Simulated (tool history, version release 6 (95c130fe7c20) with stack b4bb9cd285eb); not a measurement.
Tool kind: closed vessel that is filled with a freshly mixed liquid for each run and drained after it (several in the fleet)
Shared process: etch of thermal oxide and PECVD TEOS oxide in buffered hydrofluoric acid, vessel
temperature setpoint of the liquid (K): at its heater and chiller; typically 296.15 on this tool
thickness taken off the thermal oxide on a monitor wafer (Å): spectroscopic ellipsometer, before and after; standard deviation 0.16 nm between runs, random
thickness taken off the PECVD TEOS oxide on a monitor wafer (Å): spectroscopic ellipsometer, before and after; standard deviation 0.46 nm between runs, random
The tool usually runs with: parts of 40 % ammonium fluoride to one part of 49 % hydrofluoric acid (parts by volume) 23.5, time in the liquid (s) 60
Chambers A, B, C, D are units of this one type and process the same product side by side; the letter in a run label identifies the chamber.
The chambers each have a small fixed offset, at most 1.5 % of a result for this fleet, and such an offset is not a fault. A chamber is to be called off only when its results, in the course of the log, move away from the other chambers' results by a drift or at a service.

run,day,temperature setpoint of the liquid (K),parts of 40 % ammonium fluoride to one part of 49 % hydrofluoric acid (parts by volume),time in the liquid (s),"read-back film thickness of the thermal oxide reference wafer, read on the same gauge (nm)","read-back film thickness of the PECVD TEOS oxide reference wafer, read on the same gauge (nm)",thickness taken off the thermal oxide on a monitor wafer (Å),thickness taken off the PECVD TEOS oxide on a monitor wafer (Å)
1C,0.412,296.15,23.5,60,99.978,40.017,302.72,975.07
2B,0.762,296.15,23.5,60,99.963,40.041,304.04,976.22
3A,1.025,296.15,23.5,60,99.975,39.953,307.75,991.32
4D,1.412,296.15,23.5,60,100.010,40.017,307.49,972.60
5C,1.721,296.15,23.5,60,99.983,40.026,300.14,983.60
6B,2.121,294.15,23.5,90,100.000,39.978,409.54,1313.00
7D,2.542,294.15,23.5,90,99.989,39.966,411.58,1304.20
8A,2.929,294.15,23.5,90,99.976,40.000,409.18,1329.30
9B,3.317,294.15,23.5,90,100.050,40.023,407.39,1305.10
10D,3.750,296.15,30.0,60,100.010,40.000,255.84,813.54
# day 3.979: chamber B: hydrofluoric acid flow meter replaced
11C,4.054,296.15,30.0,60,100.040,39.993,252.23,820.52
12A,4.421,296.15,30.0,60,99.983,39.972,258.30,834.12
13C,4.812,296.15,30.0,60,99.980,40.026,253.30,828.87
14A,5.038,296.15,23.5,60,99.994,39.995,305.59,983.57
15B,5.400,294.65,23.5,90,99.981,40.034,419.47,1350.00
16D,5.721,294.65,23.5,90,100.030,40.030,421.83,1338.40
17D,6.046,294.65,23.5,90,99.943,39.972,421.27,1348.20
18A,6.475,294.65,23.5,90,100.000,39.976,420.92,1346.10
19C,6.846,296.15,23.5,60,100.020,40.020,297.85,985.25
20B,7.229,296.15,23.5,60,99.994,39.978,302.55,981.20
21A,7.458,291.65,28.5,60,100.020,40.031,205.85,668.38
22C,7.879,291.65,28.5,60,100.020,40.042,204.68,674.57
23D,8.208,291.65,28.5,60,100.030,39.978,207.43,659.62
24B,8.575,291.65,28.5,60,100.010,39.980,207.89,661.82
# day 8.667: chamber A: hydrofluoric acid flow meter replaced
25D,8.854,296.15,23.5,60,100.040,39.992,307.98,973.65
26C,9.317,296.15,23.5,60,99.988,40.028,298.58,975.80
27B,9.658,296.15,23.5,60,99.982,40.034,308.06,978.06
28A,10.125,296.15,23.5,60,99.990,39.977,302.52,977.04
29D,10.512,296.15,23.5,60,100.030,40.009,302.82,966.58
30C,10.762,296.15,23.5,60,99.998,39.985,299.97,979.92
31A,11.154,296.15,23.5,60,100.030,39.939,301.52,985.64
32B,11.388,296.15,23.5,60,100.010,40.007,305.92,981.56
33B,11.667,296.15,23.5,60,100.000,40.041,304.44,974.38
34C,12.017,296.15,30.0,60,99.989,39.962,254.22,832.27
# day 12.262: chamber B: thermometer replaced
35A,12.342,296.15,30.0,60,99.973,40.018,256.57,839.52
36D,12.758,296.15,30.0,60,99.984,39.951,258.85,816.95
37A,13.112,296.15,30.0,60,99.980,40.007,256.14,838.20
38B,13.433,296.15,23.5,60,100.010,39.992,309.69,982.61
39C,13.762,296.15,23.5,60,99.968,39.989,300.62,976.04

Next, every chamber runs the same settings. What will each give?
40A,14.096,296.15,23.5,60,,,?,?
40B,14.096,296.15,23.5,60,,,?,?
40C,14.096,296.15,23.5,60,,,?,?
40D,14.096,296.15,23.5,60,,,?,?

run,thickness taken off the thermal oxide on a monitor wafer (Å),thickness taken off the PECVD TEOS oxide on a monitor wafer (Å)
40A,302.08,991.30
40B,303.96,978.39
40C,299.08,982.43
40D,305.28,971.98
